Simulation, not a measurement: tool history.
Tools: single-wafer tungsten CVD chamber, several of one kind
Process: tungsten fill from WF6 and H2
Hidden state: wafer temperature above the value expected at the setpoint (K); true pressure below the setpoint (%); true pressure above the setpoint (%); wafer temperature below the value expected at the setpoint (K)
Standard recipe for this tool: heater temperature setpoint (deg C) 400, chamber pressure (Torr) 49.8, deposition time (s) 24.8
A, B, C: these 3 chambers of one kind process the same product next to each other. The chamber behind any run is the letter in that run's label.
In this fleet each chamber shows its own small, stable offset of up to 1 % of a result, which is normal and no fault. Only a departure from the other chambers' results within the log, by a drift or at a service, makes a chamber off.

run,hour,heater temperature setpoint (deg C),chamber pressure (Torr),deposition time (s),hours since the last thermocouple change,hours since the last manometer calibration,"read-back reference wafer on the same gauge, thickness_nm",mean film thickness on the monitor wafer (angstrom)
1B,4.6,400,49.8,24.8,1872.3,519.2,100.20,909.41
2C,11.0,400,49.8,24.8,1308.5,2492.1,100.18,910.80
3A,16.1,400,49.8,24.8,1608.6,80.6,100.24,916.34
4C,22.0,400,49.8,24.8,1319.5,2503.1,100.25,907.63
5B,28.3,400,49.8,24.8,1896.0,542.9,100.29,909.64
6A,34.2,400,49.8,24.8,1626.7,98.7,100.30,919.10
7C,40.8,400,49.8,24.8,1338.3,2521.9,100.37,906.68
8A,47.8,400,49.8,24.8,1640.3,112.3,100.30,914.08
9B,54.3,400,49.8,24.8,1922.0,568.9,100.32,910.74
10B,58.9,400,49.8,24.8,1926.6,573.5,100.37,911.53
11C,65.2,407,49.8,27.0,1362.7,2546.3,100.34,1124.00
12A,72.3,407,49.8,27.0,1664.8,136.8,100.40,1133.60
13A,78.7,407,49.8,27.0,1671.2,143.2,100.43,1132.30
14B,85.7,400,49.8,24.8,1953.4,600.3,100.42,912.73
15C,91.9,405,49.8,28.6,1389.4,2573.0,100.41,1148.80
# hour 92.4: chamber A: thermocouple changed; heater temperature recalibrated
16C,95.3,405,49.8,28.6,1392.8,2576.4,100.44,1150.20
17A,100.7,405,49.8,28.6,8.3,165.2,100.46,1161.00
18B,104.3,400,49.8,24.8,1972.0,618.9,100.46,910.83
# hour 108.4: chamber C: thermocouple changed; heater temperature recalibrated
19B,108.9,392,61.5,24.8,1976.6,623.5,100.46,859.00
20C,113.0,392,61.5,24.8,4.6,2594.1,100.49,859.87
21A,118.2,392,61.5,24.8,25.8,182.7,100.51,866.07
22C,122.4,400,49.8,24.8,14.0,2603.5,100.52,910.96
23A,126.8,400,49.8,24.8,34.4,191.3,100.53,920.44
24B,132.6,394,49.8,22.6,2000.3,647.2,100.55,742.81
25B,139.3,394,49.8,22.6,2007.0,653.9,100.52,741.32
26C,143.2,394,49.8,22.6,34.8,2624.3,100.55,741.82
27A,146.9,400,49.8,24.8,54.5,211.4,100.56,918.67
28A,154.0,400,49.8,24.8,61.6,218.5,100.60,917.34
29C,159.6,400,49.8,24.8,51.2,2640.7,100.57,910.98
30B,164.6,400,49.8,24.8,2032.3,679.2,100.60,913.53
31B,169.1,400,49.8,24.8,2036.8,683.7,100.66,911.47
32A,176.2,400,49.8,24.8,83.8,240.7,100.66,921.48
33C,180.5,400,49.8,24.8,72.1,2661.6,100.64,912.08
34B,184.7,400,49.8,24.8,2052.4,699.3,100.66,913.30
35A,191.5,392,58.7,24.8,99.1,256.0,100.65,851.94
36C,195.4,392,58.7,24.8,87.0,2676.5,100.72,841.14
37A,199.2,392,58.7,24.8,106.8,263.7,100.70,850.29
38C,204.9,400,49.8,24.8,96.5,2686.0,100.72,912.58
39B,209.4,400,49.8,24.8,2077.1,724.0,100.71,912.94
40C,214.1,400,45.1,27.3,105.7,2695.2,100.72,960.12
41A,221.5,400,45.1,27.3,129.1,286.0,100.79,968.88
42B,225.6,400,45.1,27.3,2093.3,740.2,100.78,963.78

Next, all 3 chambers run the settings below, one line each with question marks for the results. What does each chamber give?
43A,231.0,400,55.4,24.8,,,,?
43B,231.0,400,55.4,24.8,,,,?
43C,231.0,400,55.4,24.8,,,,?

run,mean film thickness on the monitor wafer (angstrom)
43A,965.93
43B,960.20
43C,958.55
